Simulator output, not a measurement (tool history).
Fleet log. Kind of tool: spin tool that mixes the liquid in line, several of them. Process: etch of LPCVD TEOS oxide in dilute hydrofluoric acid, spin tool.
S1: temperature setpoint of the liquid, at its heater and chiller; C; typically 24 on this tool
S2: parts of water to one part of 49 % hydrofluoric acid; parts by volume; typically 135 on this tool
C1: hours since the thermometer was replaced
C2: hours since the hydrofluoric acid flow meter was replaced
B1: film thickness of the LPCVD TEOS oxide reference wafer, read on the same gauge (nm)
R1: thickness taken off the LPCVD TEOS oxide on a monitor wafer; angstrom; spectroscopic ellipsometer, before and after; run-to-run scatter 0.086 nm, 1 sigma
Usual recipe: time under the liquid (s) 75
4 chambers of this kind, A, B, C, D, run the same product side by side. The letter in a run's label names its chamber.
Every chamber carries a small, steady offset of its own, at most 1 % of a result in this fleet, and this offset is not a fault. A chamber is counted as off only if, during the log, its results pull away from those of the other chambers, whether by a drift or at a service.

{"run": "1C", "hour": 13.0, "S1": 24, "S2": 135, "time under the liquid (s)": 75, "C1": 1893.7, "C2": 1369.6, "B1": 120.03, "R1": 110.01}
{"run": "2D", "hour": 22.7, "S1": 24, "S2": 135, "time under the liquid (s)": 75, "C1": 1405.2, "C2": 37.4, "B1": 120.01, "R1": 110.39}
{"run": "3B", "hour": 32.5, "S1": 24, "S2": 135, "time under the liquid (s)": 75, "C1": 897.3, "C2": 281.7, "B1": 120, "R1": 110.73}
{"run": "4A", "hour": 43.7, "S1": 24, "S2": 135, "time under the liquid (s)": 75, "C1": 262.1, "C2": 634.4, "B1": 120.01, "R1": 109.06}
{"run": "5B", "hour": 53.1, "S1": 19.5, "S2": 135, "time under the liquid (s)": 105, "C1": 917.9, "C2": 302.3, "B1": 120, "R1": 129.76}
{"run": "6A", "hour": 65.7, "S1": 19.5, "S2": 135, "time under the liquid (s)": 105, "C1": 284.1, "C2": 656.4, "B1": 120, "R1": 127.33}
{"run": "7D", "hour": 79.0, "S1": 19.5, "S2": 135, "time under the liquid (s)": 105, "C1": 1461.5, "C2": 93.7, "B1": 119.99, "R1": 129.44}
{"run": "8C", "hour": 85.2, "S1": 19.5, "S2": 135, "time under the liquid (s)": 105, "C1": 1965.9, "C2": 1441.8, "B1": 119.98, "R1": 129.58}
{"run": "9A", "hour": 94.0, "S1": 24, "S2": 135, "time under the liquid (s)": 75, "C1": 312.4, "C2": 684.7, "B1": 120.01, "R1": 109.16}
{"run": "10B", "hour": 105.2, "S1": 24, "S2": 135, "time under the liquid (s)": 60, "C1": 970, "C2": 354.4, "B1": 120, "R1": 90.263}
{"hour": 106.2, "done": "chamber B: thermometer replaced"}
{"run": "11D", "hour": 117.8, "S1": 24, "S2": 135, "time under the liquid (s)": 60, "C1": 1500.3, "C2": 132.5, "B1": 120, "R1": 88.197}
{"run": "12C", "hour": 128.5, "S1": 24, "S2": 135, "time under the liquid (s)": 60, "C1": 2009.2, "C2": 1485.1, "B1": 120.01, "R1": 87.245}
{"run": "13D", "hour": 135.3, "S1": 24, "S2": 135, "time under the liquid (s)": 60, "C1": 1517.8, "C2": 150, "B1": 120, "R1": 89.941}
{"run": "14B", "hour": 144.6, "S1": 24, "S2": 135, "time under the liquid (s)": 75, "C1": 38.5, "C2": 393.8, "B1": 119.99, "R1": 111.22}
{"run": "15C", "hour": 151.3, "S1": 24, "S2": 135, "time under the liquid (s)": 55, "C1": 2032, "C2": 1507.9, "B1": 119.99, "R1": 79.417}
{"run": "16A", "hour": 164.2, "S1": 24, "S2": 135, "time under the liquid (s)": 55, "C1": 382.6, "C2": 754.9, "B1": 120, "R1": 80.604}
{"run": "17B", "hour": 173.1, "S1": 24, "S2": 135, "time under the liquid (s)": 55, "C1": 67, "C2": 422.3, "B1": 119.99, "R1": 81.909}
{"run": "18A", "hour": 186.3, "S1": 24, "S2": 135, "time under the liquid (s)": 55, "C1": 404.7, "C2": 777, "B1": 119.99, "R1": 80.469}
{"run": "19C", "hour": 197.7, "S1": 24, "S2": 135, "time under the liquid (s)": 75, "C1": 2078.4, "C2": 1554.3, "B1": 120.01, "R1": 111.51}
{"hour": 199.1, "done": "chamber C: thermometer replaced"}
{"run": "20D", "hour": 206.2, "S1": 24, "S2": 135, "time under the liquid (s)": 75, "C1": 1588.7, "C2": 220.9, "B1": 120.01, "R1": 116.22}
{"run": "21A", "hour": 214.8, "S1": 24, "S2": 135, "time under the liquid (s)": 75, "C1": 433.2, "C2": 805.5, "B1": 119.99, "R1": 109.56}
{"run": "22B", "hour": 225.9, "S1": 24, "S2": 135, "time under the liquid (s)": 75, "C1": 119.8, "C2": 475.1, "B1": 120, "R1": 109.9}
{"run": "23D", "hour": 233.5, "S1": 24, "S2": 135, "time under the liquid (s)": 75, "C1": 1616, "C2": 248.2, "B1": 120, "R1": 117.17}
{"run": "24C", "hour": 242.1, "S1": 24, "S2": 135, "time under the liquid (s)": 75, "C1": 43.1, "C2": 1598.7, "B1": 120.01, "R1": 109.68}
{"run": "25C", "hour": 248.0, "S1": 26.5, "S2": 135, "time under the liquid (s)": 75, "C1": 49, "C2": 1604.6, "B1": 120.01, "R1": 120.84}
{"run": "26D", "hour": 254.9, "S1": 26.5, "S2": 135, "time under the liquid (s)": 75, "C1": 1637.4, "C2": 269.6, "B1": 120, "R1": 127.71}
{"run": "27B", "hour": 263.0, "S1": 26.5, "S2": 135, "time under the liquid (s)": 75, "C1": 156.9, "C2": 512.2, "B1": 120, "R1": 121.69}
{"run": "28A", "hour": 275.9, "S1": 26.5, "S2": 135, "time under the liquid (s)": 75, "C1": 494.3, "C2": 866.6, "B1": 120, "R1": 121.01}
{"hour": 277.2, "done": "chamber C: hydrofluoric acid flow meter replaced"}
{"run": "29D", "hour": 285.7, "S1": 24, "S2": 135, "time under the liquid (s)": 75, "C1": 1668.2, "C2": 300.4, "B1": 120.01, "R1": 119.12}
{"hour": 293.3, "done": "chamber B: hydrofluoric acid flow meter replaced"}
{"run": "30C", "hour": 294.9, "S1": 24, "S2": 135, "time under the liquid (s)": 75, "C1": 95.9, "C2": 17.7, "B1": 119.99, "R1": 108.76}
{"run": "31B", "hour": 300.8, "S1": 24, "S2": 135, "time under the liquid (s)": 75, "C1": 194.7, "C2": 7.5, "B1": 119.99, "R1": 110.77}
{"run": "32A", "hour": 312.1, "S1": 24, "S2": 135, "time under the liquid (s)": 75, "C1": 530.5, "C2": 902.8, "B1": 120, "R1": 108.66}
{"run": "33B", "hour": 318.6, "S1": 21.5, "S2": 75, "time under the liquid (s)": 75, "C1": 212.5, "C2": 25.3, "B1": 119.99, "R1": 188.58}
{"run": "34A", "hour": 331.2, "S1": 21.5, "S2": 75, "time under the liquid (s)": 75, "C1": 549.6, "C2": 921.9, "B1": 120.01, "R1": 193.03}

Which is it: a chamber that has drifted or been left off by a service, a gauge drift common to all chambers, or only each chamber's usual small offset? If a chamber is off, name it and its likeliest cause.

One chamber, D, drifts off from the rest bit by bit.
Most likely cause: liquid hotter than its thermometer reads (K) = 2.57.
It could be hard to tell apart here from: hydrofluoric acid flow above the setpoint (%).

Here are 4 candidates for chamber D's next run, each the usual settings with a change, their results left as question marks. Which one brings its results back in line with what the others give on the usual settings?
Counts as in line when no further than this from what the other chambers average on the usual settings: R1 3 angstrom
{"run": "35D-1", "hour": 340.7, "S1": 23.5, "S2": 135, "time under the liquid (s)": 70, "R1": "?"}
{"run": "35D-2", "hour": 340.7, "S1": 24.5, "S2": 115, "time under the liquid (s)": 75, "R1": "?"}
{"run": "35D-3", "hour": 340.7, "S1": 24, "S2": 125, "time under the liquid (s)": 75, "R1": "?"}
{"run": "35D-4", "hour": 340.7, "S1": 24, "S2": 160, "time under the liquid (s)": 75, "R1": "?"}

Mean of the other chambers on the usual settings: R1 109.9 angstrom
run=35D-1 R1=110.57
run=35D-2 R1=147.74
run=35D-3 R1=131.83
run=35D-4 R1=99.088
Change 35D-1 lands the chamber within the allowed miss of the other chambers.
